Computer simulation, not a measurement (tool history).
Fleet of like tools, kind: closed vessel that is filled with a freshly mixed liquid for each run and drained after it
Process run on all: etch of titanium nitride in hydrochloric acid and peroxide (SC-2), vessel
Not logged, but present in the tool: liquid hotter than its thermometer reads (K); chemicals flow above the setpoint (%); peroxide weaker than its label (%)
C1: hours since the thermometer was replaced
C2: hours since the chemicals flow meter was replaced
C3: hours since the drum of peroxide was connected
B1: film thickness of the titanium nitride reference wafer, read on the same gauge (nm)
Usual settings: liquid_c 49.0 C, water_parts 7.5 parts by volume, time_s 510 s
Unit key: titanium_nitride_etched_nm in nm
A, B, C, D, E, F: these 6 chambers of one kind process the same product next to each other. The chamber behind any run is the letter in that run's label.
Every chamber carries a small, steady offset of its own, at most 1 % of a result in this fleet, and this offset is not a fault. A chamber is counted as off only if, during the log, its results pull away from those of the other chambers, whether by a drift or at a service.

run 1A hour=5.8 | liquid_c=49.0 water_parts=7.5 time_s=510 | C1=458.1 C2=1679.1 C3=423.4 | B1=130.01 | titanium_nitride_etched_nm=16.357
run 2B hour=13.7 | liquid_c=49.0 water_parts=7.5 time_s=510 | C1=1620.3 C2=1512.2 C3=404.0 | B1=130.02 | titanium_nitride_etched_nm=16.124
-- hour=21.0 chamber B: new drum of peroxide connected
run 3D hour=22.8 | liquid_c=49.0 water_parts=7.5 time_s=510 | C1=105.6 C2=88.8 C3=392.4 | B1=129.99 | titanium_nitride_etched_nm=16.020
run 4C hour=33.3 | liquid_c=49.0 water_parts=7.5 time_s=510 | C1=1010.0 C2=404.5 C3=405.0 | B1=129.99 | titanium_nitride_etched_nm=15.945
run 5E hour=42.8 | liquid_c=49.0 water_parts=7.5 time_s=510 | C1=581.1 C2=530.6 C3=601.5 | B1=130.01 | titanium_nitride_etched_nm=16.217
run 6F hour=51.4 | liquid_c=49.0 water_parts=7.5 time_s=510 | C1=229.9 C2=2061.8 C3=521.6 | B1=129.97 | titanium_nitride_etched_nm=15.862
-- hour=57.4 chamber A: new drum of peroxide connected
run 7B hour=57.7 | liquid_c=49.0 water_parts=7.5 time_s=510 | C1=1664.3 C2=1556.2 C3=36.7 | B1=130.02 | titanium_nitride_etched_nm=16.156
run 8D hour=63.0 | liquid_c=49.0 water_parts=7.5 time_s=510 | C1=145.8 C2=129.0 C3=432.6 | B1=129.99 | titanium_nitride_etched_nm=16.005
run 9F hour=68.7 | liquid_c=49.0 water_parts=7.5 time_s=510 | C1=247.2 C2=2079.1 C3=538.9 | B1=129.96 | titanium_nitride_etched_nm=15.903
run 10C hour=76.1 | liquid_c=49.0 water_parts=7.5 time_s=510 | C1=1052.8 C2=447.3 C3=447.8 | B1=130.02 | titanium_nitride_etched_nm=16.033
-- hour=79.0 chamber C: new drum of peroxide connected
run 11E hour=84.9 | liquid_c=49.0 water_parts=7.5 time_s=510 | C1=623.2 C2=572.7 C3=643.6 | B1=129.99 | titanium_nitride_etched_nm=16.434
run 12A hour=93.1 | liquid_c=49.0 water_parts=8.5 time_s=805 | C1=545.4 C2=1766.4 C3=35.8 | B1=129.99 | titanium_nitride_etched_nm=22.969
run 13C hour=103.7 | liquid_c=49.0 water_parts=8.5 time_s=805 | C1=1080.4 C2=474.9 C3=24.7 | B1=130.00 | titanium_nitride_etched_nm=22.738
run 14B hour=112.7 | liquid_c=49.0 water_parts=8.5 time_s=805 | C1=1719.3 C2=1611.2 C3=91.7 | B1=130.00 | titanium_nitride_etched_nm=22.955
run 15F hour=120.4 | liquid_c=49.0 water_parts=8.5 time_s=805 | C1=298.9 C2=2130.8 C3=590.6 | B1=129.99 | titanium_nitride_etched_nm=23.238
run 16D hour=131.0 | liquid_c=49.0 water_parts=8.5 time_s=805 | C1=213.8 C2=197.0 C3=500.6 | B1=129.99 | titanium_nitride_etched_nm=22.817
run 17A hour=137.7 | liquid_c=49.0 water_parts=8.5 time_s=805 | C1=590.0 C2=1811.0 C3=80.4 | B1=130.02 | titanium_nitride_etched_nm=23.217
run 18E hour=142.4 | liquid_c=40.5 water_parts=6.0 time_s=510 | C1=680.7 C2=630.2 C3=701.1 | B1=130.01 | titanium_nitride_etched_nm=10.805
run 19F hour=152.2 | liquid_c=40.5 water_parts=6.0 time_s=510 | C1=330.7 C2=2162.6 C3=622.4 | B1=129.97 | titanium_nitride_etched_nm=11.251
run 20C hour=158.0 | liquid_c=40.5 water_parts=6.0 time_s=510 | C1=1134.7 C2=529.2 C3=79.0 | B1=130.00 | titanium_nitride_etched_nm=10.581
-- hour=164.8 chamber A: thermometer replaced
run 21D hour=168.9 | liquid_c=40.5 water_parts=6.0 time_s=510 | C1=251.7 C2=234.9 C3=538.5 | B1=130.02 | titanium_nitride_etched_nm=10.726
run 22A hour=177.5 | liquid_c=40.5 water_parts=6.0 time_s=510 | C1=12.7 C2=1850.8 C3=120.2 | B1=129.96 | titanium_nitride_etched_nm=10.645
-- hour=179.9 chamber C: thermometer replaced
run 23B hour=184.7 | liquid_c=40.5 water_parts=6.0 time_s=510 | C1=1791.3 C2=1683.2 C3=163.7 | B1=130.02 | titanium_nitride_etched_nm=10.653
run 24E hour=191.1 | liquid_c=49.0 water_parts=7.5 time_s=510 | C1=729.4 C2=678.9 C3=749.8 | B1=129.99 | titanium_nitride_etched_nm=16.265
run 25D hour=197.2 | liquid_c=49.0 water_parts=7.5 time_s=510 | C1=280.0 C2=263.2 C3=566.8 | B1=129.99 | titanium_nitride_etched_nm=16.195
run 26A hour=202.9 | liquid_c=49.0 water_parts=7.5 time_s=510 | C1=38.1 C2=1876.2 C3=145.6 | B1=129.98 | titanium_nitride_etched_nm=16.218
run 27E hour=211.2 | liquid_c=49.0 water_parts=7.5 time_s=510 | C1=749.5 C2=699.0 C3=769.9 | B1=130.02 | titanium_nitride_etched_nm=16.296
run 28F hour=217.9 | liquid_c=49.0 water_parts=7.5 time_s=510 | C1=396.4 C2=2228.3 C3=688.1 | B1=130.03 | titanium_nitride_etched_nm=17.219
run 29C hour=227.3 | liquid_c=49.0 water_parts=7.5 time_s=510 | C1=47.5 C2=598.5 C3=148.3 | B1=130.03 | titanium_nitride_etched_nm=16.035
run 30B hour=232.4 | liquid_c=49.0 water_parts=7.5 time_s=510 | C1=1839.0 C2=1730.9 C3=211.4 | B1=130.02 | titanium_nitride_etched_nm=15.991
run 31B hour=237.7 | liquid_c=49.0 water_parts=7.5 time_s=510 | C1=1844.3 C2=1736.2 C3=216.7 | B1=129.99 | titanium_nitride_etched_nm=16.184
run 32E hour=243.2 | liquid_c=49.0 water_parts=7.5 time_s=510 | C1=781.5 C2=731.0 C3=801.9 | B1=130.00 | titanium_nitride_etched_nm=16.169
run 33F hour=249.3 | liquid_c=49.0 water_parts=7.5 time_s=510 | C1=427.8 C2=2259.7 C3=719.5 | B1=130.03 | titanium_nitride_etched_nm=17.635
run 34A hour=254.5 | liquid_c=49.0 water_parts=7.5 time_s=510 | C1=89.7 C2=1927.8 C3=197.2 | B1=130.02 | titanium_nitride_etched_nm=16.010
run 35D hour=259.2 | liquid_c=49.0 water_parts=7.5 time_s=510 | C1=342.0 C2=325.2 C3=628.8 | B1=129.97 | titanium_nitride_etched_nm=16.094
run 36C hour=267.9 | liquid_c=49.0 water_parts=7.5 time_s=510 | C1=88.1 C2=639.1 C3=188.9 | B1=130.02 | titanium_nitride_etched_nm=16.022
run 37E hour=274.6 | liquid_c=49.0 water_parts=7.5 time_s=510 | C1=812.9 C2=762.4 C3=833.3 | B1=130.00 | titanium_nitride_etched_nm=16.099
run 38D hour=284.1 | liquid_c=49.0 water_parts=7.5 time_s=510 | C1=366.9 C2=350.1 C3=653.7 | B1=130.01 | titanium_nitride_etched_nm=16.261
run 39B hour=295.0 | liquid_c=49.0 water_parts=7.5 time_s=510 | C1=1901.6 C2=1793.5 C3=274.0 | B1=129.99 | titanium_nitride_etched_nm=15.943
run 40A hour=302.6 | liquid_c=49.0 water_parts=7.5 time_s=510 | C1=137.8 C2=1975.9 C3=245.3 | B1=129.96 | titanium_nitride_etched_nm=16.026

For the next run the whole fleet of 6 chambers uses the same settings. Give each chamber's results:
run 41A hour=310.4 | liquid_c=49.0 water_parts=7.5 time_s=735 | titanium_nitride_etched_nm=?
run 41B hour=310.4 | liquid_c=49.0 water_parts=7.5 time_s=735 | titanium_nitride_etched_nm=?
run 41C hour=310.4 | liquid_c=49.0 water_parts=7.5 time_s=735 | titanium_nitride_etched_nm=?
run 41D hour=310.4 | liquid_c=49.0 water_parts=7.5 time_s=735 | titanium_nitride_etched_nm=?
run 41E hour=310.4 | liquid_c=49.0 water_parts=7.5 time_s=735 | titanium_nitride_etched_nm=?
run 41F hour=310.4 | liquid_c=49.0 water_parts=7.5 time_s=735 | titanium_nitride_etched_nm=?

run=41A titanium_nitride_etched_nm=23.138
run=41B titanium_nitride_etched_nm=22.915
run=41C titanium_nitride_etched_nm=22.862
run=41D titanium_nitride_etched_nm=23.275
run=41E titanium_nitride_etched_nm=23.290
run=41F titanium_nitride_etched_nm=26.241
